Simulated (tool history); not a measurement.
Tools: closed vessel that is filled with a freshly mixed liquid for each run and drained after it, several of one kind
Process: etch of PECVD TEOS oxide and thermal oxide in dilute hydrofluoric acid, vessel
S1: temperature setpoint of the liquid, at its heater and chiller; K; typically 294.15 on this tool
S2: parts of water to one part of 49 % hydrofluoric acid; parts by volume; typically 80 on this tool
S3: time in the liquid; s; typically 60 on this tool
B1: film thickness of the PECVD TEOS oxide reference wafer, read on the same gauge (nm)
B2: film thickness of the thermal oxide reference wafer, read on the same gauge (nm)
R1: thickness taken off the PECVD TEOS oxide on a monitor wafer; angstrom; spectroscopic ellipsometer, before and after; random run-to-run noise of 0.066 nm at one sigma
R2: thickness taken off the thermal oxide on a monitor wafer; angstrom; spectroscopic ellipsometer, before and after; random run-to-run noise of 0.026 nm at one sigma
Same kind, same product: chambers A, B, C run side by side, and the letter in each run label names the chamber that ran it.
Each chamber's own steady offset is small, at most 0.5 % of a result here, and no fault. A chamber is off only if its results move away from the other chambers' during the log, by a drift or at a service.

run,hour,S1,S2,S3,B1,B2,R1,R2
# hour 2.6: chamber A: thermometer replaced
1A,6.9,294.15,80,60,130.00,120.00,171.04,35.187
2C,17.7,294.15,80,60,129.99,119.99,168.80,34.562
3B,25.0,294.15,80,60,129.99,120.02,170.41,35.281
4A,36.8,294.15,80,60,129.96,120.00,170.40,34.813
5C,43.3,294.15,80,60,129.99,120.02,170.04,34.816
6B,52.4,294.15,80,60,130.02,119.96,169.99,35.032
7B,62.0,294.15,80,60,130.01,120.00,169.48,34.772
8A,68.0,294.15,80,60,129.99,120.02,169.51,34.952
9C,77.5,294.15,80,60,130.00,120.02,170.14,34.799
10C,84.5,290.15,100,60,129.99,120.00,113.44,22.537
11B,96.8,290.15,100,60,129.99,120.00,112.56,23.046
12A,108.5,290.15,100,60,130.00,120.01,112.04,22.992
13A,114.9,294.15,80,60,129.97,120.02,169.97,34.876
14C,122.0,294.15,80,60,130.00,119.99,170.37,34.294
15B,128.6,294.15,80,60,130.05,119.99,170.39,35.199
16A,136.2,294.15,80,60,130.01,120.02,170.99,34.681
17C,142.7,294.15,80,60,130.00,120.01,169.52,34.357
18B,149.8,294.15,80,60,129.97,119.98,170.97,34.647
# hour 155.0: chamber A: hydrofluoric acid flow meter replaced
19B,156.1,294.15,80,60,130.00,120.00,170.75,34.275
20A,162.2,294.15,80,60,130.01,120.02,170.58,34.197
21C,167.8,294.15,80,60,129.99,119.99,170.25,34.789
22A,175.4,294.15,80,60,129.99,120.03,169.82,34.212
23B,187.3,294.15,80,60,130.00,119.98,169.04,34.470
24C,198.8,294.15,80,60,130.00,120.01,169.93,34.690
25C,210.1,294.15,80,60,129.99,119.98,170.46,34.882
26B,221.0,294.15,80,60,130.01,120.00,170.36,34.989
27A,227.9,294.15,80,60,130.00,120.01,169.58,34.663
28C,235.5,294.15,80,60,129.99,119.96,170.27,34.808
29A,245.2,294.15,80,60,130.01,119.99,168.00,35.198
30B,255.5,294.15,80,60,130.02,119.96,169.29,34.361

The same settings go to every chamber for the next run, one line per chamber below. Forecast the results for each:
31A,264.7,294.15,80,60,,,?,?
31B,264.7,294.15,80,60,,,?,?
31C,264.7,294.15,80,60,,,?,?

run,R1,R2
31A,169.45,34.609
31B,169.64,34.591
31C,170.33,34.664
